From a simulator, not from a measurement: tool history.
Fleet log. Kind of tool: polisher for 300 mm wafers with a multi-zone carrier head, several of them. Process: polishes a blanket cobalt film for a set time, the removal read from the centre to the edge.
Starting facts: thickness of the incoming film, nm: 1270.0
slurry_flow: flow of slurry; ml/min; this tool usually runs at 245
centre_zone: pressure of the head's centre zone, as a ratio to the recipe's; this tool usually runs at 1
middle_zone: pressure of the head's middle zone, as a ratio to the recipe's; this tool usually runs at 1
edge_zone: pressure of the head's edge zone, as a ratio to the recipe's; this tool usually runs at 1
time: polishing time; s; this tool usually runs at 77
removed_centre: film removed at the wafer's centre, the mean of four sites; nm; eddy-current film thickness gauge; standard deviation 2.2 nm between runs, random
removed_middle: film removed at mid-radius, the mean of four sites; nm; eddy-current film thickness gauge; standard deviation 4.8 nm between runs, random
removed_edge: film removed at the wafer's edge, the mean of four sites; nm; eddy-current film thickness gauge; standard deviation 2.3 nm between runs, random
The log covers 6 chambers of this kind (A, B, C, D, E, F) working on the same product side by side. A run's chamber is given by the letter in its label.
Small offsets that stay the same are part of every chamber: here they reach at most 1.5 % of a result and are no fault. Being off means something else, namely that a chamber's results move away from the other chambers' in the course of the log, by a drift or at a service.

run	day	slurry_flow	centre_zone	middle_zone	edge_zone	time	wafers polished on this pad	hours since the slurry nozzle was cleaned	hours since the centre zone pressure was calibrated	hours since the edge zone pressure was calibrated	removed_centre	removed_middle	removed_edge
1A	0.408	245	1	1	1	77	840	126.9	123.3	145.2	361.86	368	360.06
# day 0.625: chamber E: slurry nozzle cleaned
# day 0.838: chamber D: worn pad replaced by a new one
2C	0.867	245	1	1	1	77	1207	156.6	1152.7	352.9	359.5	365.3	361.47
3F	1.271	245	1	1	1	77	867	350.3	116.8	895.9	365.81	362.12	358.87
4E	1.742	245	1	1	1	77	764	26.8	247.7	343.6	358.25	355.16	362.9
# day 2.088: chamber C: worn pad replaced by a new one
5D	2.283	245	1	1	1	77	208	111.9	325.9	221.5	364.55	364.99	362.94
6B	2.538	245	1	1	1	77	744	112.6	137	470.5	361.34	352.8	360.63
# day 2.754: chamber B: worn pad replaced by a new one
7A	2.817	245	1	1	1	77	1187	184.7	181.1	203	352.97	366.15	358.64
8E	3.108	245	1	1	1	77	961	59.6	280.5	376.4	355.04	355.85	361.58
# day 3.296: chamber F: worn pad replaced by a new one
# day 3.533: chamber E: worn pad replaced by a new one
9F	3.617	245	1	1	1	77	46	406.6	173.1	952.2	361.81	357.27	364.77
10D	4.004	245	1	1	1	77	456	153.2	367.2	262.8	362.34	361.4	361.71
11C	4.296	245	1	1	1	77	318	238.9	1235	435.2	361.87	358.43	358.05
12B	4.662	245	1	1	1	77	275	163.6	188	521.5	359.2	350.5	364.36
# day 4.829: chamber C: centre zone pressure recalibrated
# day 5.146: chamber D: worn pad replaced by a new one
13C	5.171	245	1	1	1	77	445	259.9	8.2	456.2	358.6	358.71	360.02
# day 5.188: chamber A: worn pad replaced by a new one
14B	5.475	245	1	1	1	77	392	183.1	207.5	541	363.09	359.79	365.21
15F	5.979	245	1	1	1	77	387	463.3	229.8	1008.9	359.08	362.62	359.7
16D	6.404	245	1	1	1	77	181	210.8	424.8	320.4	360.22	372.81	358.23
17E	6.775	245	1	1	1	77	467	147.6	368.5	464.4	362.23	360.36	362.98
# day 6.975: chamber D: slurry nozzle cleaned
# day 7.225: chamber A: slurry nozzle cleaned
18A	7.229	245	1	1	1	77	294	0.1	287	308.9	357.51	364.21	363.81
# day 7.383: chamber B: worn pad replaced by a new one
19E	7.675	295	1	1	1	65	597	169.2	390.1	486	311.35	315.33	309.11
20D	8.029	295	1	1	1	65	415	25.4	463.8	359.4	308.62	311.22	310.01
21B	8.346	295	1	1	1	65	138	252	276.4	609.9	310.18	312.86	311.32
22C	8.667	295	1	1	1	65	949	343.8	92.1	540.1	309.48	311.31	311.09
# day 9.15: chamber D: edge zone pressure recalibrated
23F	9.196	295	1	1	1	65	851	540.5	307	1086.1	311.33	303.83	309.4
24A	9.671	295	1	1	1	65	646	58.7	345.6	367.5	311.98	304.81	313.89
# day 9.729: chamber D: worn pad replaced by a new one
25B	10.05	245	1	1	1	77	384	292.9	317.3	650.8	363.06	363.43	360.28
# day 10.325: chamber E: worn pad replaced by a new one
26A	10.354	245	1	1	1	77	745	75.1	362	383.9	358.06	368.33	361.72
27C	10.608	245	1	1	1	77	1229	390.4	138.7	586.7	357.97	367.61	365.09
28D	10.992	245	1	1	1	77	182	96.5	534.9	44.2	351.72	369.99	363.31
# day 11.496: chamber F: worn pad replaced by a new one
29E	11.496	245	1	0.92	1	77	168	260.9	481.8	577.7	355.34	332.7	361.2
# day 11.671: chamber E: slurry nozzle cleaned
# day 11.683: chamber E: centre zone pressure recalibrated
30F	11.767	245	1	0.92	1	77	39	602.2	368.7	1147.8	357.62	325.78	363.44
31A	12.042	245	1	0.92	1	77	988	115.6	402.5	424.4	358.59	339.09	361
# day 12.121: chamber B: worn pad replaced by a new one
32C	12.354	245	1	0.92	1	77	1480	432.3	180.6	628.6	362.61	331.67	363
# day 12.604: chamber B: centre zone pressure recalibrated
33F	12.829	245	1	0.92	1	77	192	627.7	394.2	1173.3	362.46	334.09	361.93
# day 12.925: chamber C: worn pad replaced by a new one
34D	13.175	245	1	0.92	1	77	497	148.9	587.3	96.6	350.41	335.2	362.1
35E	13.696	245	1	1	1	77	486	48.7	48.3	630.5	356.74	360.43	360.38
36B	14.092	245	1	1	1	77	284	389.9	35.8	747.8	361.94	356.49	363.35
# day 14.125: chamber D: worn pad replaced by a new one
37C	14.588	245	1	1	1	77	240	485.9	234.2	682.2	355.36	358.63	364.36
38E	15.054	245	1	1	1	77	681	81.3	80.9	663.1	357.16	361.32	364.07
39D	15.3	245	1	1	1	77	169	199.9	638.3	147.6	346.81	355.94	361.79
40A	15.608	245	1	1	1	77	1502	201.2	488.1	510	356.88	367.79	357.87

Has any chamber moved away from the others, gradually or after a service, or does the common gauge drift, or do the chambers differ only by their own small steady offsets? State the chamber and the most likely cause if one applies.

One chamber, D, drifts off from the rest bit by bit.
Likeliest cause: centre zone's pressure below its setpoint, % = 4.73.

Chamber D could run next with any of the 4 candidate recipes listed below; each alters the usual settings, and their results appear as question marks. Which one brings its results back in line with what the other chambers deliver on the usual settings?
A result is in line if it is within this distance of the other chambers' mean on the usual settings: removed_centre 7.8 nm; removed_middle 17 nm; removed_edge 7.9 nm
41D-1	16	250	1.07	0.98	0.98	77					?	?	?
41D-2	16	245	0.97	1.01	1.01	77					?	?	?
41D-3	16	245	1.04	0.99	0.99	77					?	?	?
41D-4	16	240	0.93	1.02	1.02	77					?	?	?

What the other chambers average on the usual settings: removed_centre 359.6 nm; removed_middle 361.78 nm; removed_edge 361.14 nm
run	removed_centre	removed_middle	removed_edge
41D-1	373.23	359.28	359.24
41D-2	333.75	368.7	364.21
41D-3	360.69	361.84	360.47
41D-4	317.46	371.21	365.39
The answer is 41D-3, which returns the chamber to within the allowed miss of the others.
